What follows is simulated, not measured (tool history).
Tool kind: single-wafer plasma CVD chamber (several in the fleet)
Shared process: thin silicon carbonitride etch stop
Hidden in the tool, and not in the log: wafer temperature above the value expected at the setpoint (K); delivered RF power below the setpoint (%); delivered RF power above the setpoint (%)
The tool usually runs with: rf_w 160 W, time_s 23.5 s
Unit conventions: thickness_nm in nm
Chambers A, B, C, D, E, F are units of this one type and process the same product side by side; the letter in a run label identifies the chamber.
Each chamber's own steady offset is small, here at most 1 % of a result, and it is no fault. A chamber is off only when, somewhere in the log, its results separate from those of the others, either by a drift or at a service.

run	hour	rf_w	time_s	hours since the last thermocouple change	hours since the last RF generator calibration	read-back reference wafer on the same gauge, thickness_nm	thickness_nm
1E	2.7	160	23.5	627	1780.6	14.998	12.4
2F	4.9	160	23.5	430.4	1070.8	14.996	12.563
3B	8.3	160	23.5	2192.4	42.5	14.99	12.418
4C	11.6	160	23.5	1562.8	1126.5	14.995	12.509
5A	14.2	160	23.5	722.9	1073.6	14.987	12.569
6D	17.4	160	25.3	1224.2	868.1	14.986	13.435
7D	20.2	160	25.3	1227	870.9	14.985	13.421
8E	23.8	160	25.3	648.1	1801.7	14.983	13.338
9B	28	160	25.3	2212.1	62.2	14.982	13.386
10C	30.6	160	25.3	1581.8	1145.5	14.979	13.445
11A	32.9	160	25.3	741.6	1092.3	14.979	13.518
12F	37.5	160	23.5	463	1103.4	14.979	12.56
13F	41.8	135	23.5	467.3	1107.7	14.967	11.96
14C	45.8	135	23.5	1597	1160.7	14.975	11.855
15B	49.1	135	23.5	2233.2	83.3	14.967	11.773
16E	53.1	135	23.5	677.4	1831	14.974	11.753
17A	56.8	135	23.5	765.5	1116.2	14.967	11.9
18D	58.8	135	23.5	1265.6	909.5	14.967	11.838
19D	63.2	150	23.5	1270	913.9	14.961	12.225
20F	66.3	150	23.5	491.8	1132.2	14.958	12.343
21E	70.5	150	23.5	694.8	1848.4	14.952	12.116
22C	73.8	150	23.5	1625	1188.7	14.956	12.272
23B	78.2	150	23.5	2262.3	112.4	14.95	12.136
24A	80.9	150	23.5	789.6	1140.3	14.949	12.271
25F	83	160	23.5	508.5	1148.9	14.957	12.527
26C	87.3	160	23.5	1638.5	1202.2	14.952	12.46
27D	91.9	160	23.5	1298.7	942.6	14.948	12.434
28E	96.2	160	23.5	720.5	1874.1	14.942	12.371
29B	100	160	23.5	2284.1	134.2	14.935	12.426
30A	103.2	160	23.5	811.9	1162.6	14.936	12.514
31F	106.5	160	23.5	532	1172.4	14.94	12.534
# hour 107.4: chamber E: RF generator calibrated
32C	109.4	160	23.5	1660.6	1224.3	14.928	12.487
33B	111.9	160	23.5	2296	146.1	14.934	12.39
34D	114	160	23.5	1320.8	964.7	14.936	12.442
35E	117.4	130	23.5	741.7	10	14.928	11.587
36A	121.2	130	23.5	829.9	1180.6	14.928	11.752
37F	123.2	130	23.5	548.7	1189.1	14.921	11.78
38C	125.3	130	23.5	1676.5	1240.2	14.923	11.711
39B	129.1	130	23.5	2313.2	163.3	14.917	11.632
40D	132	130	23.5	1338.8	982.7	14.919	11.652
41E	134.1	160	23.5	758.4	26.7	14.922	12.334
42A	137.3	160	23.5	846	1196.7	14.915	12.507
43B	140.9	160	23.5	2325	175.1	14.911	12.385

Predict what each chamber gives when all 6 of them run the settings below next.
44A	144.2	160	23.5				?
44B	144.2	160	23.5				?
44C	144.2	160	23.5				?
44D	144.2	160	23.5				?
44E	144.2	160	23.5				?
44F	144.2	160	23.5				?

run	thickness_nm
44A	12.474
44B	12.363
44C	12.44
44D	12.43
44E	12.349
44F	12.529

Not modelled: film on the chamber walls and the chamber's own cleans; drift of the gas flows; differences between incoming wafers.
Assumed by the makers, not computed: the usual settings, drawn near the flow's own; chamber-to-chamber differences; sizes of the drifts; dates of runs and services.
